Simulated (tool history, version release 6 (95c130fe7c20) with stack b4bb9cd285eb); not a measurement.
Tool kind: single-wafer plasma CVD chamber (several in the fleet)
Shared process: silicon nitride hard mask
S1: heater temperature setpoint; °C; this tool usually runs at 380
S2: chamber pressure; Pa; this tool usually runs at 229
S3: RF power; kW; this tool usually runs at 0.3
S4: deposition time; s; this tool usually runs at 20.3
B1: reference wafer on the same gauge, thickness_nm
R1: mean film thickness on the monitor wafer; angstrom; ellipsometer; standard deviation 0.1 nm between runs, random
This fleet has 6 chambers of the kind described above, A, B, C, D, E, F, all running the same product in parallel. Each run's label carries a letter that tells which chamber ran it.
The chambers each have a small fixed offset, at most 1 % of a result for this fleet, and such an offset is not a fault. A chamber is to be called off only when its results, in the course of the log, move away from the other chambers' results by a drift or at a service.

run,hour,S1,S2,S3,S4,B1,R1
1A,6.5,380,229,0.3,20.3,26.012,241.65
2F,18.1,380,229,0.3,20.3,26.001,240.8
3C,28.1,380,229,0.3,20.3,26.005,244.97
4E,34.4,380,229,0.3,20.3,26.002,240.17
5D,40.2,380,229,0.3,20.3,25.995,241.63
# hour 46.8: chamber D: thermocouple changed; heater temperature recalibrated
6B,47.8,380,229,0.3,20.3,25.983,241.76
7A,59.2,380,257,0.3,20.3,26.013,248.91
8F,65.7,380,257,0.3,20.3,26.018,248.47
9E,74,380,257,0.3,20.3,26.013,245.39
10D,79.2,380,257,0.3,20.3,25.99,246.08
11B,88.6,380,257,0.3,20.3,26.001,248.39
12C,98.1,380,257,0.3,20.3,26.02,249.83
13E,104,380,229,0.3,20.3,25.986,240.41
14B,113.3,380,229,0.3,20.3,25.999,239.35
15A,123.8,380,229,0.3,20.3,25.992,239.79
16F,133,380,229,0.3,18.8,25.983,224.62
17C,139.6,380,229,0.3,18.8,26.016,223.56
18D,146.3,380,229,0.3,18.8,26.013,222.54
19E,157.5,380,229,0.3,18.8,25.981,219.27
20F,164.3,380,229,0.3,18.8,25.986,225.26
21A,174.2,380,229,0.3,18.8,25.98,222.02
22B,185.4,393,211,0.3,20.3,26.005,233.51
23C,196.3,393,211,0.3,20.3,25.994,234.52
24D,203.3,393,211,0.3,20.3,26.005,233.06
25C,212,393,211,0.3,20.3,25.992,234.21
26B,220.7,393,211,0.3,20.3,26.02,233.13
27F,231.9,393,211,0.3,20.3,25.974,233.89
28D,243.5,380,229,0.3,20.3,26.017,240.95
# hour 245.2: chamber E: thermocouple changed; heater temperature recalibrated
29E,251.3,380,229,0.3,20.3,26.003,238.72
# hour 257: chamber C: RF generator calibrated
30A,257.7,380,211,0.3,20.3,26.002,233.33
31E,265,380,211,0.3,20.3,26.003,231.93
32D,276.6,380,211,0.3,20.3,26.028,231.68
33C,282.7,380,211,0.3,20.3,25.995,236.7
34B,294.2,380,211,0.3,20.3,26.023,234.26
35A,300.6,380,211,0.3,20.3,25.983,229.57
36F,309.9,380,229,0.3,20.3,25.991,242.13
37A,320,380,229,0.3,20.3,25.965,237.09
38C,329.1,380,229,0.3,20.3,25.997,240.51
39B,335.6,380,229,0.3,20.3,25.978,242.58
# hour 340.9: chamber D: RF generator calibrated
40D,347.1,380,203,0.325,20.3,26.006,243.29
41E,353.2,380,203,0.325,20.3,25.987,243.19
42F,359.1,380,203,0.325,20.3,26.011,244.58
43C,365,380,203,0.325,20.3,25.986,246.15
44B,375.6,380,203,0.325,20.3,25.98,246.44

Predict what each chamber gives when all 6 of them run the settings below next.
45A,383.9,380,229,0.3,22.4,,?
45B,383.9,380,229,0.3,22.4,,?
45C,383.9,380,229,0.3,22.4,,?
45D,383.9,380,229,0.3,22.4,,?
45E,383.9,380,229,0.3,22.4,,?
45F,383.9,380,229,0.3,22.4,,?

run,R1
45A,260.31
45B,263.33
45C,266.52
45D,266.22
45E,263.4
45F,266.79
